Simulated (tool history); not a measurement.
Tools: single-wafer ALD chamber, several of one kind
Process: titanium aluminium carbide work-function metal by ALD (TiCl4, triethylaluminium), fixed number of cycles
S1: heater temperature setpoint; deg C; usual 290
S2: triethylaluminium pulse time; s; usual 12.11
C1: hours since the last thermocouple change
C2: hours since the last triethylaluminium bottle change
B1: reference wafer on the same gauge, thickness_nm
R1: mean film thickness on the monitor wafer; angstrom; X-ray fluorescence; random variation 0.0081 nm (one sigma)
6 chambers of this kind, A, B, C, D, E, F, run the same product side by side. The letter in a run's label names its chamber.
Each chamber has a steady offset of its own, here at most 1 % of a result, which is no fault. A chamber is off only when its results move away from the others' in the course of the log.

| run | hour | S1 | S2 | C1 | C2 | B1 | R1 |
|---|---|---|---|---|---|---|---|
| 1F | 2.1 | 290 | 12.11 | 1823.1 | 462.0 | 2.2706 | 19.449 |
| 2A | 5.8 | 290 | 12.11 | 1828.3 | 601.3 | 2.2688 | 19.460 |
|  | 6.6 | chamber F: triethylaluminium bottle replaced |
| 3B | 8.9 | 290 | 12.11 | 48.5 | 522.4 | 2.2697 | 19.535 |
| 4D | 11.7 | 290 | 12.11 | 838.9 | 477.8 | 2.2727 | 19.539 |
| 5C | 15.5 | 280 | 15.08 | 564.4 | 1410.8 | 2.2703 | 18.957 |
|  | 16.0 | chamber E: triethylaluminium bottle replaced |
| 6E | 19.0 | 280 | 15.08 | 680.7 | 3.0 | 2.2696 | 18.769 |
| 7B | 21.6 | 280 | 15.08 | 61.2 | 535.1 | 2.2709 | 18.845 |
| 8E | 23.8 | 280 | 15.08 | 685.5 | 7.8 | 2.2682 | 18.857 |
| 9C | 27.3 | 280 | 15.08 | 576.2 | 1422.6 | 2.2722 | 19.039 |
| 10A | 29.3 | 280 | 15.08 | 1851.8 | 624.8 | 2.2711 | 18.799 |
| 11D | 33.1 | 290 | 12.11 | 860.3 | 499.2 | 2.2697 | 19.476 |
| 12F | 36.6 | 290 | 12.11 | 1857.6 | 30.0 | 2.2714 | 19.358 |
| 13A | 38.6 | 301 | 10.08 | 1861.1 | 634.1 | 2.2675 | 20.032 |
| 14E | 42.4 | 301 | 10.08 | 704.1 | 26.4 | 2.2729 | 20.116 |
| 15D | 45.7 | 301 | 10.08 | 872.9 | 511.8 | 2.2694 | 20.321 |
| 16B | 47.7 | 301 | 10.08 | 87.3 | 561.2 | 2.2697 | 20.038 |
| 17C | 50.7 | 301 | 10.08 | 599.6 | 1446.0 | 2.2682 | 20.334 |
| 18F | 53.5 | 301 | 10.08 | 1874.5 | 46.9 | 2.2698 | 20.163 |
| 19C | 57.7 | 290 | 12.11 | 606.6 | 1453.0 | 2.2699 | 19.524 |
| 20F | 60.1 | 290 | 12.11 | 1881.1 | 53.5 | 2.2705 | 19.419 |
| 21A | 63.6 | 290 | 12.11 | 1886.1 | 659.1 | 2.2678 | 19.415 |
| 22D | 65.7 | 290 | 12.11 | 892.9 | 531.8 | 2.2698 | 19.599 |
| 23E | 68.4 | 290 | 12.11 | 730.1 | 52.4 | 2.2714 | 19.326 |
| 24B | 71.8 | 290 | 12.11 | 111.4 | 585.3 | 2.2693 | 19.471 |
| 25C | 74.5 | 290 | 12.11 | 623.4 | 1469.8 | 2.2692 | 19.541 |
| 26E | 78.1 | 290 | 12.11 | 739.8 | 62.1 | 2.2696 | 19.503 |
| 27B | 80.9 | 290 | 12.11 | 120.5 | 594.4 | 2.2702 | 19.273 |
| 28D | 84.9 | 283 | 15.79 | 912.1 | 551.0 | 2.2714 | 19.361 |
| 29F | 87.6 | 283 | 15.79 | 1908.6 | 81.0 | 2.2701 | 19.109 |
| 30A | 90.3 | 283 | 15.79 | 1912.8 | 685.8 | 2.2709 | 18.989 |
| 31E | 93.7 | 283 | 15.79 | 755.4 | 77.7 | 2.2699 | 18.974 |
| 32B | 97.7 | 283 | 15.79 | 137.3 | 611.2 | 2.2700 | 18.980 |
|  | 99.9 | chamber C: triethylaluminium bottle replaced |
| 33C | 101.1 | 283 | 15.79 | 650.0 | 1.2 | 2.2713 | 19.112 |
| 34F | 105.2 | 290 | 12.11 | 1926.2 | 98.6 | 2.2674 | 19.448 |
| 35A | 109.3 | 283 | 13.57 | 1931.8 | 704.8 | 2.2687 | 18.815 |
| 36D | 111.2 | 283 | 13.57 | 938.4 | 577.3 | 2.2687 | 19.002 |
| 37E | 113.1 | 283 | 13.57 | 774.8 | 97.1 | 2.2689 | 19.116 |
| 38F | 117.1 | 283 | 13.57 | 1938.1 | 110.5 | 2.2712 | 19.006 |
| 39C | 120.8 | 283 | 13.57 | 669.7 | 20.9 | 2.2705 | 19.150 |
| 40A | 124.5 | 283 | 13.57 | 1947.0 | 720.0 | 2.2706 | 18.880 |
| 41B | 127.1 | 290 | 12.11 | 166.7 | 640.6 | 2.2739 | 18.902 |

What goes on in this fleet: one chamber off, a drifting gauge, or nothing beyond the chambers' own small offsets? Name the chamber and the cause, if any.

Chamber B drifts away from the others.
Cause: triethylaluminium dose below that of a fresh bottle (%) = 29.4.

Here are 4 candidates for chamber B's next run, each the usual settings with a change, their results left as question marks. Which one brings its results back in line with what the others give on the usual settings?
In line means no further than this from the other chambers' mean on the usual settings: R1 0.280 angstrom
| 42B-1 | 130.1 | 276 | 12.11 |  |  |  | ? |
| 42B-2 | 130.1 | 290 | 10.21 |  |  |  | ? |
| 42B-3 | 130.1 | 304 | 12.11 |  |  |  | ? |
| 42B-4 | 130.1 | 294 | 13.43 |  |  |  | ? |

The other chambers' mean on the usual settings: R1 19.507 angstrom
| run | R1 |
|---|---|
| 42B-1 | 17.588 |
| 42B-2 | 18.177 |
| 42B-3 | 19.948 |
| 42B-4 | 19.377 |
42B-4 brings the chamber back in line.
